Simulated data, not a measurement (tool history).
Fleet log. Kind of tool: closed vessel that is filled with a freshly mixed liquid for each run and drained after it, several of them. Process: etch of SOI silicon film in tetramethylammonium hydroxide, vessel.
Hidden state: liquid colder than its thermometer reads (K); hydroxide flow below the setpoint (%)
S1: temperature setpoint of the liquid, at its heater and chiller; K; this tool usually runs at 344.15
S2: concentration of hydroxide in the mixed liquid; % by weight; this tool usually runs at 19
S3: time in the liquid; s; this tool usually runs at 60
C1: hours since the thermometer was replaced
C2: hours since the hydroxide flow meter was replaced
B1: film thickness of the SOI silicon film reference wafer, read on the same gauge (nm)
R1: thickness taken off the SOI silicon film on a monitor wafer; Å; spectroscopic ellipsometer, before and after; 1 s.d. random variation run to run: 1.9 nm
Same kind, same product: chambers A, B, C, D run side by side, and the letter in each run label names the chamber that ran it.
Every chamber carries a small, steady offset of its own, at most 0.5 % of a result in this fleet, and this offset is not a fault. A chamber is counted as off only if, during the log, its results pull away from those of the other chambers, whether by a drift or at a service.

run   hour      S1  S2  S3      C1      C2      B1      R1
 1D   12.8  344.15  19  60  1602.3  1920.7  100.02  3463.8
 2A     23  344.15  19  60   540.5   921.6  99.983  3426.1
 3B   32.5  344.15  19  60  2054.6  1454.7  99.982    3487
 4C   42.9  344.15  19  60   353.3   839.8  100.01  3465.3
 5A   51.8  344.15  19  60   569.3   950.4     100    3448
 6D   58.3  344.15  19  60  1647.8  1966.2  99.989  3467.6
 7B   66.3  344.15  19  60  2088.4  1488.5  100.01  3475.6
 8C   75.5  344.15  19  60   385.9   872.4     100  3441.8
 9B   87.4  344.15  19  60  2109.5  1509.6  99.996  3489.1
10C   97.3  344.15  19  60   407.7   894.2  100.02  3466.7
11D  107.9  344.15  19  60  1697.4  2015.8  99.997  3454.3
12A  117.5  344.15  19  60     635  1016.1  99.976  3442.6
13C  127.3  344.15  19  60   437.7   924.2  99.995  3445.2
14B  137.8  344.15  19  60  2159.9    1560  99.993  3454.9
15D  145.1  344.15  19  60  1734.6    2053  100.02  3438.4
     148.2  -- chamber D: hydroxide flow meter replaced
16A  151.6  344.15  19  60   669.1  1050.2  99.967  3452.7
17D  160.6  344.15  23  35  1750.1    12.4  100.01  1779.6
18A  173.1  344.15  23  35   690.6  1071.7  100.01  1762.4
19B  183.6  344.15  23  35  2205.7  1605.8  100.02  1816.4
20C  192.5  344.15  23  35   502.9   989.4  99.967  1766.3
21C  204.1  348.15  19  80   514.5    1001  100.01  5746.6
     212.6  -- chamber C: hydroxide flow meter replaced
22D  215.3  348.15  19  80  1804.8    67.1  100.01  5803.9
23A  225.4  348.15  19  80   742.9    1124     100  5745.5
24B  233.9  348.15  19  80    2256  1656.1  100.04  5780.9
25A  241.6  344.15  19  60   759.1  1140.2     100  3419.4
26D  253.2  344.15  19  60  1842.7     105  100.02  3428.2
27B  259.6  346.65  19  60  2281.7  1681.8  99.975  4020.9
28C  266.7  346.65  19  60   577.1    54.2  100.02  3966.8
     269.5  -- chamber B: thermometer replaced
29D  278.8  346.65  19  60  1868.3   130.6  99.992  3961.8
30C  289.1  346.65  19  60   599.5    76.6  100.02  3917.7
31A  296.7  344.15  19  60   814.2  1195.3  99.997    3415
32B  305.3  344.15  19  60    35.8  1727.5  100.02  3459.4
33A  318.1  344.15  19  60   835.6  1216.7     100  3426.2
34D  329.6  344.15  19  60  1919.1   181.4   99.98  3429.5
     331.6  -- chamber A: thermometer replaced
35C  338.6  344.15  19  60     649   126.1     100    3360
36B  347.6  344.15  19  60    78.1  1769.8  100.01  3481.1
37A  357.2  338.15  19  80    25.6  1255.8  99.973  3240.2
38B  364.6  338.15  19  80    95.1  1786.8  100.01  3226.8
39D  375.1  338.15  19  80  1964.6   226.9  99.987  3211.4
40C  387.5  338.15  19  80   697.9     175  100.01  3112.6
41D    397  344.15  19  60  1986.5   248.8     100  3475.8
42B    405  344.15  19  60   135.5  1827.2     100  3478.5
43A  412.5  344.15  19  60    80.9  1311.1  99.976    3427

Next, every chamber runs the same settings. What will each give?
44A  421.8  344.15  19  60               ?
44B  421.8  344.15  19  60               ?
44C  421.8  344.15  19  60               ?
44D  421.8  344.15  19  60               ?

run      R1
44A  3429.3
44B  3462.9
44C  3363.3
44D  3449.3
